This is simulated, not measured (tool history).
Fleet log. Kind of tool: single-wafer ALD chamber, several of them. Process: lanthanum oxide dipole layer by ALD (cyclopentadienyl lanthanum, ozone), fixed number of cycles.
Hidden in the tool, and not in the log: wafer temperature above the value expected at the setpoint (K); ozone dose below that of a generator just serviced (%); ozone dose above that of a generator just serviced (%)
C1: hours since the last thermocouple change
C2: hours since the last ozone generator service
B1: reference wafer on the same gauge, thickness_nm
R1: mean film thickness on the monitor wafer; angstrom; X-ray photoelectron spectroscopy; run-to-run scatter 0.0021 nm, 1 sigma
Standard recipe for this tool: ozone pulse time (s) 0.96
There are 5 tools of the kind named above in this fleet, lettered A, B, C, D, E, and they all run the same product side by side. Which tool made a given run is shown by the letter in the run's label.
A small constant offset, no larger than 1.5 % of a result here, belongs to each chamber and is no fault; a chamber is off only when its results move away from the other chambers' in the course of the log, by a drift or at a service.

run 1A hour=4.8 | ozone_pulse_time_(s)=0.96 | C1=1061.5 C2=197.6 | B1=0.573 | R1=4.9204
run 2B hour=8.1 | ozone_pulse_time_(s)=0.96 | C1=70.4 C2=220 | B1=0.57301 | R1=4.867
run 3D hour=11.3 | ozone_pulse_time_(s)=0.96 | C1=1540.9 C2=1394.1 | B1=0.57266 | R1=4.9058
run 4C hour=16.1 | ozone_pulse_time_(s)=0.96 | C1=1357.2 C2=1342.9 | B1=0.57266 | R1=4.9673
run 5E hour=20.7 | ozone_pulse_time_(s)=0.82 | C1=1712.9 C2=1158 | B1=0.57265 | R1=4.6787
run 6E hour=25.5 | ozone_pulse_time_(s)=0.82 | C1=1717.7 C2=1162.8 | B1=0.57319 | R1=4.688
run 7B hour=28.8 | ozone_pulse_time_(s)=0.82 | C1=91.1 C2=240.7 | B1=0.57264 | R1=4.6269
run 8D hour=34.2 | ozone_pulse_time_(s)=0.82 | C1=1563.8 C2=1417 | B1=0.57255 | R1=4.6629
run 9C hour=39.3 | ozone_pulse_time_(s)=0.82 | C1=1380.4 C2=1366.1 | B1=0.57321 | R1=4.7272
run 10A hour=44.7 | ozone_pulse_time_(s)=0.96 | C1=1101.4 C2=237.5 | B1=0.57263 | R1=4.8407
run 11B hour=48.4 | ozone_pulse_time_(s)=0.96 | C1=110.7 C2=260.3 | B1=0.57287 | R1=4.9092
run 12D hour=52.1 | ozone_pulse_time_(s)=0.96 | C1=1581.7 C2=1434.9 | B1=0.57266 | R1=4.9655
run 13C hour=56.5 | ozone_pulse_time_(s)=0.96 | C1=1397.6 C2=1383.3 | B1=0.57206 | R1=4.9474
run 14A hour=59.9 | ozone_pulse_time_(s)=0.96 | C1=1116.6 C2=252.7 | B1=0.5728 | R1=4.8377
-- hour=61.7 chamber D: ozone generator serviced
run 15E hour=63.9 | ozone_pulse_time_(s)=0.96 | C1=1756.1 C2=1201.2 | B1=0.57216 | R1=4.9758
run 16C hour=67.1 | ozone_pulse_time_(s)=0.96 | C1=1408.2 C2=1393.9 | B1=0.57334 | R1=4.9895
run 17B hour=71.1 | ozone_pulse_time_(s)=1.28 | C1=133.4 C2=283 | B1=0.57323 | R1=5.3091
run 18E hour=76.6 | ozone_pulse_time_(s)=1.28 | C1=1768.8 C2=1213.9 | B1=0.57309 | R1=5.3368
run 19D hour=80.2 | ozone_pulse_time_(s)=1.28 | C1=1609.8 C2=18.6 | B1=0.57258 | R1=5.2897
run 20A hour=85.3 | ozone_pulse_time_(s)=1.28 | C1=1142 C2=278.1 | B1=0.57337 | R1=5.2492
run 21C hour=88.6 | ozone_pulse_time_(s)=1.28 | C1=1429.7 C2=1415.4 | B1=0.5725 | R1=5.372
run 22A hour=94.4 | ozone_pulse_time_(s)=0.96 | C1=1151.1 C2=287.2 | B1=0.57355 | R1=4.8107
run 23E hour=98.1 | ozone_pulse_time_(s)=0.96 | C1=1790.3 C2=1235.4 | B1=0.57286 | R1=5.0111
run 24B hour=100.7 | ozone_pulse_time_(s)=0.96 | C1=163 C2=312.6 | B1=0.57278 | R1=4.8595
run 25D hour=106.1 | ozone_pulse_time_(s)=0.96 | C1=1635.7 C2=44.5 | B1=0.57232 | R1=4.8955
run 26B hour=110.6 | ozone_pulse_time_(s)=0.96 | C1=172.9 C2=322.5 | B1=0.57307 | R1=4.8633
run 27C hour=114 | ozone_pulse_time_(s)=0.96 | C1=1455.1 C2=1440.8 | B1=0.57309 | R1=4.9644
run 28D hour=116.6 | ozone_pulse_time_(s)=0.96 | C1=1646.2 C2=55 | B1=0.57283 | R1=4.9705
run 29E hour=119.3 | ozone_pulse_time_(s)=0.96 | C1=1811.5 C2=1256.6 | B1=0.57326 | R1=4.9786
-- hour=119.7 chamber E: ozone generator serviced
run 30A hour=124.4 | ozone_pulse_time_(s)=0.96 | C1=1181.1 C2=317.2 | B1=0.57281 | R1=4.7759
run 31A hour=129.2 | ozone_pulse_time_(s)=0.96 | C1=1185.9 C2=322 | B1=0.57326 | R1=4.7926
run 32B hour=131.9 | ozone_pulse_time_(s)=0.96 | C1=194.2 C2=343.8 | B1=0.57275 | R1=4.901
run 33C hour=136.1 | ozone_pulse_time_(s)=0.96 | C1=1477.2 C2=1462.9 | B1=0.57342 | R1=4.9685
run 34D hour=140.7 | ozone_pulse_time_(s)=0.96 | C1=1670.3 C2=79.1 | B1=0.57297 | R1=4.9457
run 35E hour=145.6 | ozone_pulse_time_(s)=0.96 | C1=1837.8 C2=25.9 | B1=0.57334 | R1=4.9594
run 36C hour=150.7 | ozone_pulse_time_(s)=0.96 | C1=1491.8 C2=1477.5 | B1=0.57313 | R1=4.9401
run 37E hour=154.8 | ozone_pulse_time_(s)=0.96 | C1=1847 C2=35.1 | B1=0.57301 | R1=4.9595
run 38A hour=157.6 | ozone_pulse_time_(s)=1.2 | C1=1214.3 C2=350.4 | B1=0.57266 | R1=5.1409
run 39D hour=162.6 | ozone_pulse_time_(s)=1.2 | C1=1692.2 C2=101 | B1=0.57325 | R1=5.2574
run 40B hour=165.3 | ozone_pulse_time_(s)=1.2 | C1=227.6 C2=377.2 | B1=0.57323 | R1=5.1851
run 41E hour=168.6 | ozone_pulse_time_(s)=1.2 | C1=1860.8 C2=48.9 | B1=0.57293 | R1=5.3165
run 42B hour=173.8 | ozone_pulse_time_(s)=1.2 | C1=236.1 C2=385.7 | B1=0.57255 | R1=5.1892
run 43A hour=178.3 | ozone_pulse_time_(s)=0.96 | C1=1235 C2=371.1 | B1=0.57336 | R1=4.7753
run 44D hour=183.2 | ozone_pulse_time_(s)=0.96 | C1=1712.8 C2=121.6 | B1=0.57251 | R1=4.9619

Next, all 5 chambers run the settings below, one line each with question marks for the results. What does each chamber give?
run 45A hour=187.3 | ozone_pulse_time_(s)=0.96 | R1=?
run 45B hour=187.3 | ozone_pulse_time_(s)=0.96 | R1=?
run 45C hour=187.3 | ozone_pulse_time_(s)=0.96 | R1=?
run 45D hour=187.3 | ozone_pulse_time_(s)=0.96 | R1=?
run 45E hour=187.3 | ozone_pulse_time_(s)=0.96 | R1=?

run=45A R1=4.7355
run=45B R1=4.9153
run=45C R1=4.9298
run=45D R1=4.9564
run=45E R1=4.9785

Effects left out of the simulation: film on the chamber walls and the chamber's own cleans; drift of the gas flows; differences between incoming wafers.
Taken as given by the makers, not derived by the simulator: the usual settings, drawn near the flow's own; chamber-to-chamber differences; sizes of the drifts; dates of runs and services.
